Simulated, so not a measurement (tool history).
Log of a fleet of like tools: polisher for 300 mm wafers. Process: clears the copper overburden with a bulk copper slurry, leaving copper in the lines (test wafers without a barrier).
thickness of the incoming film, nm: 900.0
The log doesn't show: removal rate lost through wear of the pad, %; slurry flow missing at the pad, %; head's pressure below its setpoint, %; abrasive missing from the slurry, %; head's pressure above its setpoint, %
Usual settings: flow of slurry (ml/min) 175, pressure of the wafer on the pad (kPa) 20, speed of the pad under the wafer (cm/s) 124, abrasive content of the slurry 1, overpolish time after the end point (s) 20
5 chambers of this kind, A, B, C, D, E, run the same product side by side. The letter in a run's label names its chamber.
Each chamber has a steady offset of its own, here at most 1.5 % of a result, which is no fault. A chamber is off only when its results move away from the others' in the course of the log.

run,day,flow of slurry (ml/min),pressure of the wafer on the pad (kPa),speed of the pad under the wafer (cm/s),abrasive content of the slurry,overpolish time after the end point (s),wafers polished on this pad,hours since the slurry nozzle was cleaned,hours since the head pressure was calibrated,hours since the slurry blender was calibrated,time until the end point was called (s),dishing of a wide line in a test structure (nm)
1A,0.396,175,20,124,1,20,568,140.5,398.9,167.9,82.348,110.54
# day 0.704: chamber C: worn pad replaced by a new one
2E,0.992,175,20,124,1,20,266,184.9,718.8,97.6,84.144,112.39
3B,1.475,175,20,124,1,20,659,246.3,466.1,271.8,81.251,110.18
# day 1.771: chamber D: worn pad replaced by a new one
4C,1.925,175,20,124,1,20,213,106,769.1,449.2,84.881,111.48
# day 2.404: chamber B: worn pad replaced by a new one
5D,2.442,205,20,124,1,20,117,715.4,1256.7,137.6,78.965,113.35
# day 2.683: chamber B: slurry blender recalibrated
6D,2.904,205,20,124,1,20,198,726.5,1267.8,148.7,84.615,111.26
7C,3.192,205,20,124,1,20,434,136.4,799.5,479.6,81.25,111.62
8A,3.721,205,20,124,1,20,1147,220.3,478.7,247.7,80.761,111.26
9B,4.054,205,20,124,1,20,287,308.2,528,32.9,80.598,110.36
# day 4.162: chamber D: head pressure recalibrated
# day 4.383: chamber D: slurry nozzle cleaned
10E,4.575,175,20,124,1,20,891,270.9,804.8,183.6,82.89,110.94
# day 4.633: chamber A: worn pad replaced by a new one
11E,4.933,175,20,124,1,20,953,279.5,813.4,192.2,81.449,109.78
# day 5.079: chamber C: slurry blender recalibrated
# day 5.162: chamber C: head pressure recalibrated
12B,5.433,175,20,124,1,20,528,341.3,561.1,66,84.189,113.66
# day 5.788: chamber C: slurry nozzle cleaned
13A,5.829,175,20,124,1,20,208,270.9,529.3,298.3,80.143,109.59
# day 6.108: chamber D: worn pad replaced by a new one
14C,6.279,175,20,124,1,20,972,11.8,26.9,28.9,83.842,111.57
# day 6.592: chamber E: worn pad replaced by a new one
15D,6.808,175,20,124,1,20,122,58.2,63.6,242.4,81.292,113.79
# day 6.871: chamber E: slurry blender recalibrated
# day 7.017: chamber E: slurry nozzle cleaned
# day 7.108: chamber C: worn pad replaced by a new one
16D,7.146,175,20,124,1,20,181,66.3,71.7,250.5,82.266,112.74
# day 7.675: chamber B: worn pad replaced by a new one
17B,7.762,175,20,124,1,20,15,397.2,617,121.9,82.432,111.69
18A,8.296,175,20,124,0.75,20,639,330.1,588.5,357.5,88.897,107.44
19E,8.783,175,20,124,0.75,20,382,42.4,905.8,45.9,86.305,108.56
20C,9.096,175,20,124,0.75,20,347,79.4,94.5,96.5,90.403,107.35
# day 9.517: chamber A: slurry blender recalibrated
21E,9.646,175,20,124,0.75,20,533,63.1,926.5,66.6,88.151,108.59
22B,9.938,175,20,124,0.75,20,394,449.4,669.2,174.1,85.86,106.7
23C,10.229,175,20,124,1,20,544,106.6,121.7,123.7,81.986,111.83
24A,10.671,175,20,124,1,20,1053,387.1,645.5,27.7,81.789,110.35
25D,10.975,175,20,124,1,20,849,158.2,163.6,342.4,83.479,111.53
# day 11.238: chamber D: slurry blender recalibrated
26C,11.308,175,20,124,1,20,732,132.5,147.6,149.6,83.175,112.55
# day 11.533: chamber D: worn pad replaced by a new one
27A,11.867,175,20,124,1,20,1261,415.8,674.2,56.4,83.366,109.84
# day 12.467: chamber B: worn pad replaced by a new one
28D,12.525,175,20,124,1,20,173,195.4,200.8,31,80.205,110.98
29E,13.15,175,20,124,1,20,1144,147.2,1010.6,150.7,80.564,107.57
30B,13.629,175,20,82,1,20,202,538,757.8,262.7,123.7,84.48
# day 13.654: chamber E: worn pad replaced by a new one
31D,14.012,175,20,82,1,20,432,231.1,236.5,66.7,119.62,84.358
# day 14.1: chamber B: head pressure recalibrated
32E,14.325,175,20,82,1,20,117,175.4,1038.8,178.9,126.42,86.395
33B,14.946,175,20,82,1,20,432,569.6,20.4,294.3,121.58,86.858

Is one chamber off against the others, does the gauge drift, or is nothing wrong? If a chamber is off, say which, and what the likeliest cause is.

No chamber stands off beyond its own small offset, and the gauge holds steady.
